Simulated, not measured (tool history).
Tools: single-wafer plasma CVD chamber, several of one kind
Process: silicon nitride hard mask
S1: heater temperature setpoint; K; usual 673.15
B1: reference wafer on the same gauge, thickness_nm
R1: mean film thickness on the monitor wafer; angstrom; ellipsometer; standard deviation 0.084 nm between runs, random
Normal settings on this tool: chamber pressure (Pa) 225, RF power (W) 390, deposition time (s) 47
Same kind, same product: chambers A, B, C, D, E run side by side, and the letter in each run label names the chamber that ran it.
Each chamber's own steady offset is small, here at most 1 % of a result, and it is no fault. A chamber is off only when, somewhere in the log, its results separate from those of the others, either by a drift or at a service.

Run 1A, hour 11.3: usual settings; B1 70.499. Result: R1 650.95 angstrom.
Run 2C, hour 22.8: usual settings; B1 70.525. Result: R1 650.66 angstrom.
Run 3B, hour 29.8: usual settings; B1 70.538. Result: R1 644.75 angstrom.
Run 4D, hour 37.5: usual settings; B1 70.536. Result: R1 655.3 angstrom.
Run 5E, hour 48: usual settings; B1 70.536. Result: R1 648.78 angstrom.
Run 6E, hour 57.6: usual settings; B1 70.551. Result: R1 649.1 angstrom.
Run 7D, hour 65.1: usual settings; B1 70.553. Result: R1 653.73 angstrom.
Run 8A, hour 73.8: usual settings; B1 70.592. Result: R1 651.91 angstrom.
Run 9B, hour 80.8: usual settings; B1 70.595. Result: R1 645.01 angstrom.
Run 10C, hour 89.3: usual settings; B1 70.59. Result: R1 651.04 angstrom.
Run 11B, hour 99.6: usual settings; B1 70.596. Result: R1 645.77 angstrom.
Run 12E, hour 108.9: usual settings; B1 70.574. Result: R1 648.52 angstrom.
Run 13D, hour 117.8: usual settings; B1 70.612. Result: R1 653.92 angstrom.
Run 14C, hour 128.1: usual settings; B1 70.618. Result: R1 652.8 angstrom.
Run 15A, hour 137.5: usual settings; B1 70.633. Result: R1 652.51 angstrom.
Run 16B, hour 147.1: usual settings; B1 70.623. Result: R1 646.52 angstrom.
Run 17A, hour 155.4: usual settings; B1 70.662. Result: R1 652.11 angstrom.
Run 18D, hour 164.2: usual settings but S1 683.15 K; B1 70.65. Result: R1 651.03 angstrom.
Run 19E, hour 169.8: usual settings but S1 683.15 K; B1 70.679. Result: R1 647.01 angstrom.
Run 20C, hour 177.7: usual settings but S1 683.15 K; B1 70.681. Result: R1 649.8 angstrom.
At hour 181.3: chamber D: thermocouple changed; heater temperature recalibrated.
Run 21E, hour 187.4: usual settings but S1 683.15 K; B1 70.716. Result: R1 647.84 angstrom.
At hour 187.6: chamber D: capacitance manometer re-zeroed and calibrated.
Run 22B, hour 200.2: usual settings but S1 683.15 K; B1 70.691. Result: R1 642.49 angstrom.
Run 23C, hour 206.2: usual settings; B1 70.685. Result: R1 652.5 angstrom.
Run 24D, hour 213.6: usual settings; B1 70.726. Result: R1 655.51 angstrom.
Run 25A, hour 225.7: usual settings; B1 70.731. Result: R1 652.6 angstrom.
Run 26D, hour 233.2: usual settings; B1 70.727. Result: R1 657.25 angstrom.
Run 27B, hour 243.7: usual settings; B1 70.708. Result: R1 646.69 angstrom.
Run 28E, hour 254.6: usual settings; B1 70.746. Result: R1 651.22 angstrom.
Run 29A, hour 260.8: usual settings; B1 70.75. Result: R1 654.08 angstrom.
At hour 267.6: chamber C: RF generator calibrated.
Run 30C, hour 270.7: usual settings; B1 70.773. Result: R1 654.75 angstrom.
Run 31C, hour 279.6: usual settings; B1 70.758. Result: R1 653.82 angstrom.
Run 32D, hour 289: usual settings; B1 70.775. Result: R1 657.67 angstrom.
Run 33B, hour 295.2: usual settings; B1 70.777. Result: R1 649.16 angstrom.
Run 34A, hour 303.8: usual settings; B1 70.778. Result: R1 652.13 angstrom.
At hour 309.3: chamber A: capacitance manometer re-zeroed and calibrated.
Run 35E, hour 309.5: usual settings but S1 682.15 K, chamber pressure (Pa) 259; B1 70.808. Result: R1 673.96 angstrom.
Run 36A, hour 316.6: usual settings but S1 682.15 K, chamber pressure (Pa) 259; B1 70.791. Result: R1 676.11 angstrom.
At hour 323: chamber E: capacitance manometer re-zeroed and calibrated.
Run 37C, hour 328.7: usual settings but S1 682.15 K, chamber pressure (Pa) 259; B1 70.816. Result: R1 678.52 angstrom.
At hour 331.5: chamber E: RF generator calibrated.
Run 38B, hour 334.5: usual settings but S1 682.15 K, chamber pressure (Pa) 259; B1 70.853. Result: R1 670.56 angstrom.
Run 39E, hour 340.2: usual settings but S1 682.15 K, chamber pressure (Pa) 259; B1 70.819. Result: R1 675.02 angstrom.
Run 40D, hour 345.8: usual settings but S1 686.15 K, chamber pressure (Pa) 257; B1 70.829. Result: R1 676.03 angstrom.
Run 41E, hour 358.5: usual settings but S1 686.15 K, chamber pressure (Pa) 257; B1 70.837. Result: R1 673.51 angstrom.
Run 42B, hour 370.3: usual settings but S1 686.15 K, chamber pressure (Pa) 257; B1 70.844. Result: R1 667 angstrom.
Run 43A, hour 380: usual settings but S1 686.15 K, chamber pressure (Pa) 257; B1 70.842. Result: R1 676.11 angstrom.

Is one chamber out of step, is the gauge drifting, or do the chambers differ by no more than their own small offsets? For an off chamber, give its letter and the likeliest cause.

None of the chambers is off. What moves is the gauge, dragging all their readings along together.
Likeliest cause: gauge reads high (%) = 0.53.
